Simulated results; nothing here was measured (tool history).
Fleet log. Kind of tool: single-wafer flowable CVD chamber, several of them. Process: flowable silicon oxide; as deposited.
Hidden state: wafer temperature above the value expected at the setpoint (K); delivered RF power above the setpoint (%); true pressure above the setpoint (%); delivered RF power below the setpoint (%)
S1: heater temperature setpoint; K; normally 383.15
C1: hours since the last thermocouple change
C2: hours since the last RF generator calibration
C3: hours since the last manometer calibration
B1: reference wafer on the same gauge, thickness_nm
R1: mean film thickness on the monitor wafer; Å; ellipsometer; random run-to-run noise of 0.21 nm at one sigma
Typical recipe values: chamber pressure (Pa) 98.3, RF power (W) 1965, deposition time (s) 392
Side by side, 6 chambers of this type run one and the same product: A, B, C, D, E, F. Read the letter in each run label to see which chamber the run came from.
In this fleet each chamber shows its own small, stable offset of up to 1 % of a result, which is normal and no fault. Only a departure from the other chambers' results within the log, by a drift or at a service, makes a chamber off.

run 1E hour=8.6 | S1=383.15 chamber_pressure_(Pa)=98.3 RF_power_(W)=1965 deposition_time_(s)=392 | C1=188.3 C2=1004.7 C3=1159.4 | B1=181.93 | R1=1539.6
run 2D hour=19.4 | S1=383.15 chamber_pressure_(Pa)=98.3 RF_power_(W)=1965 deposition_time_(s)=392 | C1=1053 C2=1371 C3=647.3 | B1=181.97 | R1=1534.5
run 3C hour=27.7 | S1=383.15 chamber_pressure_(Pa)=98.3 RF_power_(W)=1965 deposition_time_(s)=392 | C1=1420.9 C2=1588.2 C3=2331.2 | B1=181.88 | R1=1520.2
run 4F hour=34.3 | S1=383.15 chamber_pressure_(Pa)=98.3 RF_power_(W)=1965 deposition_time_(s)=392 | C1=705 C2=1315.7 C3=2145.7 | B1=181.92 | R1=1523.1
run 5A hour=44.8 | S1=383.15 chamber_pressure_(Pa)=98.3 RF_power_(W)=1965 deposition_time_(s)=392 | C1=2116 C2=1024.5 C3=1220.7 | B1=181.83 | R1=1519.2
run 6B hour=49.7 | S1=383.15 chamber_pressure_(Pa)=98.3 RF_power_(W)=1965 deposition_time_(s)=392 | C1=273.6 C2=242.5 C3=644.3 | B1=181.79 | R1=1538.1
run 7F hour=59.4 | S1=383.15 chamber_pressure_(Pa)=98.3 RF_power_(W)=1965 deposition_time_(s)=392 | C1=730.1 C2=1340.8 C3=2170.8 | B1=181.88 | R1=1519.7
run 8D hour=64.4 | S1=383.15 chamber_pressure_(Pa)=98.3 RF_power_(W)=1965 deposition_time_(s)=392 | C1=1098 C2=1416 C3=692.3 | B1=181.81 | R1=1536.4
run 9B hour=74.5 | S1=371.15 chamber_pressure_(Pa)=98.3 RF_power_(W)=1850 deposition_time_(s)=392 | C1=298.4 C2=267.3 C3=669.1 | B1=181.78 | R1=2261.4
run 10C hour=79.5 | S1=371.15 chamber_pressure_(Pa)=98.3 RF_power_(W)=1850 deposition_time_(s)=392 | C1=1472.7 C2=1640 C3=2383 | B1=181.69 | R1=2238.6
run 11E hour=86.4 | S1=371.15 chamber_pressure_(Pa)=98.3 RF_power_(W)=1850 deposition_time_(s)=392 | C1=266.1 C2=1082.5 C3=1237.2 | B1=181.65 | R1=2257.5
run 12A hour=95.8 | S1=371.15 chamber_pressure_(Pa)=98.3 RF_power_(W)=1850 deposition_time_(s)=392 | C1=2167 C2=1075.5 C3=1271.7 | B1=181.74 | R1=2222
run 13D hour=104 | S1=371.15 chamber_pressure_(Pa)=98.3 RF_power_(W)=1850 deposition_time_(s)=392 | C1=1137.6 C2=1455.6 C3=731.9 | B1=181.64 | R1=2256
run 14F hour=110.7 | S1=371.15 chamber_pressure_(Pa)=98.3 RF_power_(W)=1850 deposition_time_(s)=392 | C1=781.4 C2=1392.1 C3=2222.1 | B1=181.59 | R1=2227.7
run 15E hour=115.9 | S1=383.15 chamber_pressure_(Pa)=98.3 RF_power_(W)=1965 deposition_time_(s)=392 | C1=295.6 C2=1112 C3=1266.7 | B1=181.6 | R1=1534.5
run 16A hour=121.9 | S1=383.15 chamber_pressure_(Pa)=84.1 RF_power_(W)=1770 deposition_time_(s)=392 | C1=2193.1 C2=1101.6 C3=1297.8 | B1=181.59 | R1=1207.5
run 17C hour=127.7 | S1=383.15 chamber_pressure_(Pa)=84.1 RF_power_(W)=1770 deposition_time_(s)=392 | C1=1520.9 C2=1688.2 C3=2431.2 | B1=181.61 | R1=1191.2
run 18B hour=136.6 | S1=383.15 chamber_pressure_(Pa)=84.1 RF_power_(W)=1770 deposition_time_(s)=392 | C1=360.5 C2=329.4 C3=731.2 | B1=181.55 | R1=1218.8
run 19E hour=144.6 | S1=383.15 chamber_pressure_(Pa)=84.1 RF_power_(W)=1770 deposition_time_(s)=392 | C1=324.3 C2=1140.7 C3=1295.4 | B1=181.5 | R1=1213
run 20B hour=149.6 | S1=383.15 chamber_pressure_(Pa)=84.1 RF_power_(W)=1770 deposition_time_(s)=392 | C1=373.5 C2=342.4 C3=744.2 | B1=181.49 | R1=1216.5
run 21A hour=156 | S1=383.15 chamber_pressure_(Pa)=84.1 RF_power_(W)=1770 deposition_time_(s)=392 | C1=2227.2 C2=1135.7 C3=1331.9 | B1=181.5 | R1=1204.4
run 22D hour=161.4 | S1=383.15 chamber_pressure_(Pa)=98.3 RF_power_(W)=1965 deposition_time_(s)=392 | C1=1195 C2=1513 C3=789.3 | B1=181.44 | R1=1533.5
run 23C hour=169.9 | S1=383.15 chamber_pressure_(Pa)=98.3 RF_power_(W)=1965 deposition_time_(s)=392 | C1=1563.1 C2=1730.4 C3=2473.4 | B1=181.47 | R1=1516
run 24F hour=179.2 | S1=383.15 chamber_pressure_(Pa)=98.3 RF_power_(W)=1965 deposition_time_(s)=392 | C1=849.9 C2=1460.6 C3=2290.6 | B1=181.37 | R1=1517
run 25A hour=185.9 | S1=383.15 chamber_pressure_(Pa)=98.3 RF_power_(W)=1965 deposition_time_(s)=392 | C1=2257.1 C2=1165.6 C3=1361.8 | B1=181.43 | R1=1517.1
run 26D hour=191.6 | S1=383.15 chamber_pressure_(Pa)=98.3 RF_power_(W)=1965 deposition_time_(s)=392 | C1=1225.2 C2=1543.2 C3=819.5 | B1=181.42 | R1=1532.7
run 27E hour=198.3 | S1=383.15 chamber_pressure_(Pa)=98.3 RF_power_(W)=1965 deposition_time_(s)=392 | C1=378 C2=1194.4 C3=1349.1 | B1=181.28 | R1=1535
run 28F hour=208.3 | S1=383.15 chamber_pressure_(Pa)=98.3 RF_power_(W)=1965 deposition_time_(s)=392 | C1=879 C2=1489.7 C3=2319.7 | B1=181.32 | R1=1517.7
run 29B hour=214 | S1=383.15 chamber_pressure_(Pa)=98.3 RF_power_(W)=1965 deposition_time_(s)=392 | C1=437.9 C2=406.8 C3=808.6 | B1=181.3 | R1=1534.1
run 30C hour=221.5 | S1=389.15 chamber_pressure_(Pa)=121.3 RF_power_(W)=1965 deposition_time_(s)=392 | C1=1614.7 C2=1782 C3=2525 | B1=181.33 | R1=1665.1
run 31F hour=228.5 | S1=389.15 chamber_pressure_(Pa)=121.3 RF_power_(W)=1965 deposition_time_(s)=392 | C1=899.2 C2=1509.9 C3=2339.9 | B1=181.32 | R1=1647
run 32D hour=237.8 | S1=389.15 chamber_pressure_(Pa)=121.3 RF_power_(W)=1965 deposition_time_(s)=392 | C1=1271.4 C2=1589.4 C3=865.7 | B1=181.26 | R1=1657
run 33B hour=246.7 | S1=389.15 chamber_pressure_(Pa)=121.3 RF_power_(W)=1965 deposition_time_(s)=392 | C1=470.6 C2=439.5 C3=841.3 | B1=181.16 | R1=1668.8
run 34C hour=256.1 | S1=389.15 chamber_pressure_(Pa)=121.3 RF_power_(W)=1965 deposition_time_(s)=392 | C1=1649.3 C2=1816.6 C3=2559.6 | B1=181.19 | R1=1659.7
run 35A hour=264.1 | S1=389.15 chamber_pressure_(Pa)=121.3 RF_power_(W)=1965 deposition_time_(s)=392 | C1=2335.3 C2=1243.8 C3=1440 | B1=181.1 | R1=1644.6
run 36E hour=270.2 | S1=383.15 chamber_pressure_(Pa)=98.3 RF_power_(W)=1965 deposition_time_(s)=392 | C1=449.9 C2=1266.3 C3=1421 | B1=181.09 | R1=1534.9
run 37F hour=277.8 | S1=383.15 chamber_pressure_(Pa)=98.3 RF_power_(W)=1965 deposition_time_(s)=392 | C1=948.5 C2=1559.2 C3=2389.2 | B1=181.1 | R1=1512.1
run 38A hour=285.3 | S1=383.15 chamber_pressure_(Pa)=98.3 RF_power_(W)=1965 deposition_time_(s)=392 | C1=2356.5 C2=1265 C3=1461.2 | B1=181.09 | R1=1511.9
run 39B hour=292.5 | S1=383.15 chamber_pressure_(Pa)=98.3 RF_power_(W)=1965 deposition_time_(s)=345 | C1=516.4 C2=485.3 C3=887.1 | B1=181.02 | R1=1352.4
run 40C hour=302.4 | S1=383.15 chamber_pressure_(Pa)=98.3 RF_power_(W)=1965 deposition_time_(s)=345 | C1=1695.6 C2=1862.9 C3=2605.9 | B1=181 | R1=1331.3

All 6 chambers run these settings next. Forecast each chamber's results:
run 41A hour=310.4 | S1=383.15 chamber_pressure_(Pa)=98.3 RF_power_(W)=1965 deposition_time_(s)=392 | R1=?
run 41B hour=310.4 | S1=383.15 chamber_pressure_(Pa)=98.3 RF_power_(W)=1965 deposition_time_(s)=392 | R1=?
run 41C hour=310.4 | S1=383.15 chamber_pressure_(Pa)=98.3 RF_power_(W)=1965 deposition_time_(s)=392 | R1=?
run 41D hour=310.4 | S1=383.15 chamber_pressure_(Pa)=98.3 RF_power_(W)=1965 deposition_time_(s)=392 | R1=?
run 41E hour=310.4 | S1=383.15 chamber_pressure_(Pa)=98.3 RF_power_(W)=1965 deposition_time_(s)=392 | R1=?
run 41F hour=310.4 | S1=383.15 chamber_pressure_(Pa)=98.3 RF_power_(W)=1965 deposition_time_(s)=392 | R1=?

run=41A R1=1511.3
run=41B R1=1531
run=41C R1=1511.4
run=41D R1=1528.8
run=41E R1=1537.8
run=41F R1=1510.9
